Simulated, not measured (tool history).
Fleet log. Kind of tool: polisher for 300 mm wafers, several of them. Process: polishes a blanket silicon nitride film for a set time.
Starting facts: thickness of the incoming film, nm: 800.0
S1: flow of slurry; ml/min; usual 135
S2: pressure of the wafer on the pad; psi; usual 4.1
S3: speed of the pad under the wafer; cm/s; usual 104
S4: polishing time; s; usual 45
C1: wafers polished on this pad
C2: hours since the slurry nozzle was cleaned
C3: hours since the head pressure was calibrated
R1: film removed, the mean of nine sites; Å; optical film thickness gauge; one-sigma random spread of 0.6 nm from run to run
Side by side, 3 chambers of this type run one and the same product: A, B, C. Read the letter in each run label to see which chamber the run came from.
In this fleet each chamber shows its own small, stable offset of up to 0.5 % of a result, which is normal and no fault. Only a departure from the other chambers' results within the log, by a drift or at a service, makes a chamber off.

Run 1B, hour 8.0: usual settings; C1 701; C2 524.9; C3 127.6. Result: R1 808.45 Å.
At hour 12.0: chamber B: worn pad replaced by a new one.
Run 2A, hour 12.3: usual settings; C1 570; C2 19.5; C3 600.1. Result: R1 824.08 Å.
Run 3C, hour 17.3: usual settings; C1 411; C2 298.1; C3 1211.4. Result: R1 829.06 Å.
Run 4B, hour 21.5: usual settings; C1 82; C2 538.4; C3 141.1. Result: R1 814.64 Å.
Run 5A, hour 29.9: usual settings but S4 34 s; C1 724; C2 37.1; C3 617.7. Result: R1 619.31 Å.
At hour 30.4: chamber C: head pressure recalibrated.
At hour 31.3: chamber B: slurry nozzle cleaned.
Run 6C, hour 35.3: usual settings but S4 34 s; C1 568; C2 316.1; C3 5.0. Result: R1 606.96 Å.
Run 7A, hour 39.9: usual settings but S4 34 s; C1 811; C2 47.1; C3 627.7. Result: R1 614.57 Å.
Run 8C, hour 48.3: usual settings; C1 682; C2 329.1; C3 18.0. Result: R1 801.94 Å.
Run 9B, hour 52.5: usual settings; C1 353; C2 21.3; C3 172.1. Result: R1 818.35 Å.
Run 10A, hour 60.0: usual settings; C1 987; C2 67.2; C3 647.8. Result: R1 811.57 Å.
At hour 60.4: chamber A: worn pad replaced by a new one.
Run 11B, hour 67.1: usual settings; C1 481; C2 35.9; C3 186.7. Result: R1 809.93 Å.
Run 12C, hour 74.7: usual settings; C1 912; C2 355.5; C3 44.4. Result: R1 788.85 Å.
Run 13A, hour 83.8: usual settings; C1 204; C2 91.0; C3 671.6. Result: R1 812.50 Å.
Run 14C, hour 92.2: usual settings; C1 1065; C2 373.0; C3 61.9. Result: R1 783.87 Å.
Run 15B, hour 99.4: usual settings; C1 763; C2 68.2; C3 219.0. Result: R1 825.35 Å.
At hour 100.3: chamber B: worn pad replaced by a new one.
Run 16A, hour 103.6: usual settings; C1 377; C2 110.8; C3 691.4. Result: R1 819.64 Å.
Run 17B, hour 109.7: usual settings; C1 82; C2 78.5; C3 229.3. Result: R1 828.95 Å.
Run 18C, hour 116.2: usual settings; C1 1275; C2 397.0; C3 85.9. Result: R1 784.55 Å.
Run 19B, hour 120.4: usual settings; C1 175; C2 89.2; C3 240.0. Result: R1 824.75 Å.
Run 20A, hour 126.1: usual settings; C1 573; C2 133.3; C3 713.9. Result: R1 827.06 Å.
Run 21C, hour 134.4: usual settings; C1 1433; C2 415.2; C3 104.1. Result: R1 773.13 Å.
Run 22A, hour 139.5: usual settings; C1 690; C2 146.7; C3 727.3. Result: R1 818.63 Å.
Run 23C, hour 147.8: usual settings; C1 1550; C2 428.6; C3 117.5. Result: R1 775.09 Å.
Run 24B, hour 155.4: usual settings; C1 481; C2 124.2; C3 275.0. Result: R1 823.52 Å.
Run 25C, hour 161.2: usual settings; C1 1667; C2 442.0; C3 130.9. Result: R1 773.30 Å.
Run 26A, hour 166.3: usual settings; C1 924; C2 173.5; C3 754.1. Result: R1 824.59 Å.
Run 27B, hour 174.5: usual settings; C1 648; C2 143.3; C3 294.1. Result: R1 827.03 Å.
Run 28A, hour 180.5: usual settings; C1 1048; C2 187.7; C3 768.3. Result: R1 818.05 Å.
At hour 180.9: chamber A: worn pad replaced by a new one.
At hour 181.4: chamber B: worn pad replaced by a new one.
Run 29B, hour 187.1: usual settings; C1 50; C2 155.9; C3 306.7. Result: R1 833.75 Å.
Run 30C, hour 194.3: usual settings; C1 1956; C2 475.1; C3 164.0. Result: R1 755.65 Å.
Run 31A, hour 200.6: usual settings; C1 172; C2 207.8; C3 788.4. Result: R1 827.08 Å.
Run 32B, hour 205.8: usual settings; C1 213; C2 174.6; C3 325.4. Result: R1 836.10 Å.
Run 33C, hour 210.4: usual settings; C1 2097; C2 491.2; C3 180.1. Result: R1 756.66 Å.

Predict what each chamber gives when all 3 of them run the settings below next.
Run 34A, hour 217.0: usual settings but S3 126 cm/s. Result: R1 ?.
Run 34B, hour 217.0: usual settings but S3 126 cm/s. Result: R1 ?.
Run 34C, hour 217.0: usual settings but S3 126 cm/s. Result: R1 ?.

run      R1
34A  953.31
34B  956.81
34C  883.01
